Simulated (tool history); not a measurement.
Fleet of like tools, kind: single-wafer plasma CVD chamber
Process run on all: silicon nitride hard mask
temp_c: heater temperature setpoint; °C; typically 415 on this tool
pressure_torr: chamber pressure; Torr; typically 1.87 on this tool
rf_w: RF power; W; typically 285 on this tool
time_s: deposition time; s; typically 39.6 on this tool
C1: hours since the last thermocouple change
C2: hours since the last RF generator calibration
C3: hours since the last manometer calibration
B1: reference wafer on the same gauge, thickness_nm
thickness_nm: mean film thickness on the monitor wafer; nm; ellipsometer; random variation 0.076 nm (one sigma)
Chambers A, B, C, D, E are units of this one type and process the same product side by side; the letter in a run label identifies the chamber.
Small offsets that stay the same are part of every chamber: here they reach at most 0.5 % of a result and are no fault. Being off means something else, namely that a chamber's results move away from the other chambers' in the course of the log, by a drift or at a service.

Run 1C, hour 6.9: usual settings; C1 761.2; C2 1531.7; C3 322.9; B1 43.089. Result: thickness_nm 45.509 nm.
Run 2D, hour 15.4: usual settings; C1 1096.7; C2 113.8; C3 1915.7; B1 43.097. Result: thickness_nm 45.75 nm.
Run 3E, hour 24: usual settings; C1 1800.8; C2 185; C3 420; B1 43.078. Result: thickness_nm 45.825 nm.
Run 4A, hour 33.7: usual settings; C1 966.7; C2 806.8; C3 234.8; B1 43.067. Result: thickness_nm 45.889 nm.
Run 5B, hour 41.6: usual settings; C1 1304.4; C2 964; C3 847.6; B1 43.066. Result: thickness_nm 45.69 nm.
At hour 43.1: chamber D: thermocouple changed; heater temperature recalibrated.
Run 6A, hour 51.7: usual settings; C1 984.7; C2 824.8; C3 252.8; B1 43.054. Result: thickness_nm 46.082 nm.
Run 7C, hour 59.9: usual settings; C1 814.2; C2 1584.7; C3 375.9; B1 43.052. Result: thickness_nm 45.598 nm.
Run 8E, hour 68.8: usual settings; C1 1845.6; C2 229.8; C3 464.8; B1 43.042. Result: thickness_nm 45.927 nm.
Run 9B, hour 79.2: usual settings; C1 1342; C2 1001.6; C3 885.2; B1 43.027. Result: thickness_nm 45.639 nm.
Run 10D, hour 88: usual settings; C1 44.9; C2 186.4; C3 1988.3; B1 43.043. Result: thickness_nm 45.826 nm.
Run 11A, hour 101.8: usual settings; C1 1034.8; C2 874.9; C3 302.9; B1 43.025. Result: thickness_nm 45.819 nm.
Run 12C, hour 113.1: usual settings; C1 867.4; C2 1637.9; C3 429.1; B1 43.009. Result: thickness_nm 45.469 nm.
Run 13E, hour 123.7: usual settings; C1 1900.5; C2 284.7; C3 519.7; B1 42.997. Result: thickness_nm 45.753 nm.
Run 14D, hour 131.8: usual settings but rf_w 305 W; C1 88.7; C2 230.2; C3 2032.1; B1 42.983. Result: thickness_nm 47.837 nm.
At hour 134.8: chamber A: RF generator calibrated.
Run 15B, hour 143.1: usual settings but rf_w 305 W; C1 1405.9; C2 1065.5; C3 949.1; B1 43.007. Result: thickness_nm 47.822 nm.
Run 16C, hour 153.6: usual settings but rf_w 305 W; C1 907.9; C2 1678.4; C3 469.6; B1 42.981. Result: thickness_nm 47.557 nm.
Run 17A, hour 164.2: usual settings but rf_w 305 W; C1 1097.2; C2 29.5; C3 365.3; B1 42.983. Result: thickness_nm 47.902 nm.
Run 18D, hour 177.3: usual settings but rf_w 305 W; C1 134.2; C2 275.7; C3 2077.6; B1 42.976. Result: thickness_nm 47.724 nm.
Run 19E, hour 187.4: usual settings; C1 1964.2; C2 348.4; C3 583.4; B1 42.941. Result: thickness_nm 45.661 nm.
At hour 190.5: chamber B: thermocouple changed; heater temperature recalibrated.
Run 20B, hour 194.8: usual settings; C1 4.3; C2 1117.2; C3 1000.8; B1 42.974. Result: thickness_nm 45.497 nm.
Run 21E, hour 204.2: usual settings; C1 1981; C2 365.2; C3 600.2; B1 42.933. Result: thickness_nm 45.701 nm.
Run 22C, hour 210.8: usual settings; C1 965.1; C2 1735.6; C3 526.8; B1 42.956. Result: thickness_nm 45.372 nm.
Run 23B, hour 223.9: usual settings; C1 33.4; C2 1146.3; C3 1029.9; B1 42.916. Result: thickness_nm 45.497 nm.
Run 24D, hour 235.5: usual settings; C1 192.4; C2 333.9; C3 2135.8; B1 42.912. Result: thickness_nm 45.611 nm.
Run 25A, hour 243: usual settings; C1 1176; C2 108.3; C3 444.1; B1 42.903. Result: thickness_nm 45.722 nm.
Run 26A, hour 250.6: usual settings; C1 1183.6; C2 115.9; C3 451.7; B1 42.9. Result: thickness_nm 45.726 nm.
Run 27C, hour 264.5: usual settings; C1 1018.8; C2 1789.3; C3 580.5; B1 42.922. Result: thickness_nm 45.299 nm.
Run 28D, hour 276.2: usual settings but rf_w 250 W, time_s 44.9 s; C1 233.1; C2 374.6; C3 2176.5; B1 42.906. Result: thickness_nm 47.274 nm.
Run 29B, hour 284.1: usual settings but rf_w 250 W, time_s 44.9 s; C1 93.6; C2 1206.5; C3 1090.1; B1 42.896. Result: thickness_nm 46.642 nm.
Run 30E, hour 293.4: usual settings but rf_w 250 W, time_s 44.9 s; C1 2070.2; C2 454.4; C3 689.4; B1 42.888. Result: thickness_nm 47.087 nm.
Run 31D, hour 303.6: usual settings but rf_w 250 W, time_s 44.9 s; C1 260.5; C2 402; C3 2203.9; B1 42.851. Result: thickness_nm 47.187 nm.
Run 32C, hour 312: usual settings but rf_w 250 W, time_s 44.9 s; C1 1066.3; C2 1836.8; C3 628; B1 42.859. Result: thickness_nm 46.837 nm.
Run 33A, hour 321.1: usual settings; C1 1254.1; C2 186.4; C3 522.2; B1 42.859. Result: thickness_nm 45.709 nm.
Run 34B, hour 330.6: usual settings; C1 140.1; C2 1253; C3 1136.6; B1 42.852. Result: thickness_nm 45.389 nm.
Run 35E, hour 338.2: usual settings; C1 2115; C2 499.2; C3 734.2; B1 42.849. Result: thickness_nm 45.613 nm.
Run 36B, hour 345.5: usual settings; C1 155; C2 1267.9; C3 1151.5; B1 42.838. Result: thickness_nm 45.277 nm.
Run 37C, hour 357.1: usual settings; C1 1111.4; C2 1881.9; C3 673.1; B1 42.827. Result: thickness_nm 45.23 nm.
Run 38A, hour 369.6: usual settings but rf_w 265 W, time_s 32.7 s; C1 1302.6; C2 234.9; C3 570.7; B1 42.828. Result: thickness_nm 35.718 nm.
Run 39D, hour 380.3: usual settings but rf_w 265 W, time_s 32.7 s; C1 337.2; C2 478.7; C3 2280.6; B1 42.82. Result: thickness_nm 35.821 nm.

Has any chamber moved away from the others, gradually or after a service, or does the common gauge drift, or do the chambers differ only by their own small steady offsets? State the chamber and the most likely cause if one applies.

It is the gauge, not a chamber: its drift shows up in every chamber's results at once, and no chamber is off.
Most likely cause: gauge reads low (%) = 0.685.

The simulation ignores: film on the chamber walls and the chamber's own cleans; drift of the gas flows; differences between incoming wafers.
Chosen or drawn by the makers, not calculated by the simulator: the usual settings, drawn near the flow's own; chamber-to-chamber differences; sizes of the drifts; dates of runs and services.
